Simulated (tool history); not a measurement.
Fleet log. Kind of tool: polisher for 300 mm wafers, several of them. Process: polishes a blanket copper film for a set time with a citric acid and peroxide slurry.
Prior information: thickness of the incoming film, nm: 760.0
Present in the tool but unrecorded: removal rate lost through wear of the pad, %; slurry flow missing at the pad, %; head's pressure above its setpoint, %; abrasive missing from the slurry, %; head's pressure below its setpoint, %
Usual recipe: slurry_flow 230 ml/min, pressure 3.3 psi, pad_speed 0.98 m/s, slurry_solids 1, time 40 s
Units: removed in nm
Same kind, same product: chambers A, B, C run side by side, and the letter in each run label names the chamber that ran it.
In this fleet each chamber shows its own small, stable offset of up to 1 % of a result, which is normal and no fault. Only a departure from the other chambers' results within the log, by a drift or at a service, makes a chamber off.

run   hour  slurry_flow  pressure  pad_speed  slurry_solids  time  wafers polished on this pad  hours since the slurry nozzle was cleaned  hours since the head pressure was calibrated  hours since the slurry blender was calibrated  removed
 1B   12.9          230       3.3       0.98              1    40                         1017                                      755.3                                         299.2                                          204.3   86.369
      15.0  -- chamber C: worn pad replaced by a new one
      15.8  -- chamber B: worn pad replaced by a new one
      17.5  -- chamber A: head pressure recalibrated
 2C   22.8          230       3.3       0.98              1    40                          116                                      662.3                                         474.9                                          180.6   81.683
 3A   32.7          230       3.3       0.98              1    40                         1242                                      252.7                                          15.3                                          162.8   81.855
 4B   40.9          230       3.3       0.98              1    40                          372                                      783.3                                         327.2                                          232.3   82.745
 5A   51.8          230       3.3       0.98              1    40                         1525                                      271.8                                          34.4                                          181.9   83.661
 6C   62.0          230       3.3       0.98              1    40                          697                                      701.5                                         514.1                                          219.8   84.296
      68.5  -- chamber A: slurry nozzle cleaned
      71.8  -- chamber B: slurry nozzle cleaned
 7C   73.7          230       3.3       0.98              1    40                          871                                      713.2                                         525.8                                          231.5   81.800
      74.2  -- chamber C: worn pad replaced by a new one
 8A   86.2          175       2.7       0.98              1    40                         2035                                       17.7                                          68.8                                          216.3   65.426
      90.6  -- chamber B: worn pad replaced by a new one
 9B   99.5          175       2.7       0.98              1    40                          132                                       27.7                                         385.8                                          290.9   66.311
10A  112.5          175       2.7       0.98              1    40                         2425                                       44.0                                          95.1                                          242.6   64.184
11B  123.8          230       3.3       0.98              1    40                          493                                       52.0                                         410.1                                          315.2   83.750
     132.6  -- chamber C: worn pad replaced by a new one
12C  133.9          230       3.3       0.98              1    40                           19                                      773.4                                         586.0                                          291.7   83.733
13C  147.5          230       3.3       0.98              1    40                          221                                      787.0                                         599.6                                          305.3   85.199
     151.4  -- chamber B: worn pad replaced by a new one
14A  156.2          230       3.3       0.98              1    40                         3073                                       87.7                                         138.8                                          286.3   81.111
     157.3  -- chamber A: slurry blender recalibrated
15B  166.9          230       3.3       0.98              1    40                          230                                       95.1                                         453.2                                          358.3   82.793
16C  178.8          230       3.3       0.98              1    40                          685                                      818.3                                         630.9                                          336.6   85.789
     189.8  -- chamber C: worn pad replaced by a new one
17A  191.4          230       3.3       0.98              1    40                         3595                                      122.9                                         174.0                                           34.2   78.674
     192.1  -- chamber B: head pressure recalibrated
18B  201.6          230       3.3       0.98              1    40                          745                                      129.8                                           9.6                                          393.0   84.782
19B  209.8          230       3.3       0.98              1    40                          866                                      138.0                                          17.8                                          401.2   84.702
20C  219.7          230       3.3       1.28              1    40                          444                                      859.2                                         671.8                                          377.5  106.780
     224.6  -- chamber B: worn pad replaced by a new one
21A  228.6          230       3.3       1.28              1    40                         4147                                      160.1                                         211.2                                           71.4   99.760
     230.1  -- chamber C: slurry blender recalibrated
22A  237.8          230       3.3       1.28              1    40                         4283                                      169.3                                         220.4                                           80.6   99.870
     244.1  -- chamber C: worn pad replaced by a new one
23C  245.9          230       3.3       0.98              1    40                           28                                      885.4                                         698.0                                           15.8   83.904
24B  259.1          230       3.3       0.98              1    40                          512                                      187.3                                          67.1                                          450.5   83.513

Has any chamber moved away from the others, gradually or after a service, or does the common gauge drift, or do the chambers differ only by their own small steady offsets? State the chamber and the most likely cause if one applies.

It is chamber A that slowly wanders off from its peers.
Likeliest cause: removal rate lost through wear of the pad, % = 8.62.
From this log alone, it may not be told apart from: head's pressure below its setpoint, %.

Here are 4 candidates for chamber A's next run, each the usual settings with a change, their results left as question marks. Which one brings its results back in line with what the others give on the usual settings?
A result is in line if it is within this distance of the other chambers' mean on the usual settings: removed 4.100 nm
25A-1  269.0          230       3.2       0.96           1.00    39                                                                                                                                                                             ?
25A-2  269.0          230       3.1       0.92           1.00    38                                                                                                                                                                             ?
25A-3  269.0          230       3.3       1.06           1.00    40                                                                                                                                                                             ?
25A-4  269.0          235       3.3       0.98           1.05    47                                                                                                                                                                             ?

Mean of the other chambers on the usual settings: removed 83.746 nm
  run  removed
25A-1   70.644
25A-2   63.949
25A-3   82.419
25A-4   90.739
Change 25A-3 lands the chamber within the allowed miss of the other chambers.

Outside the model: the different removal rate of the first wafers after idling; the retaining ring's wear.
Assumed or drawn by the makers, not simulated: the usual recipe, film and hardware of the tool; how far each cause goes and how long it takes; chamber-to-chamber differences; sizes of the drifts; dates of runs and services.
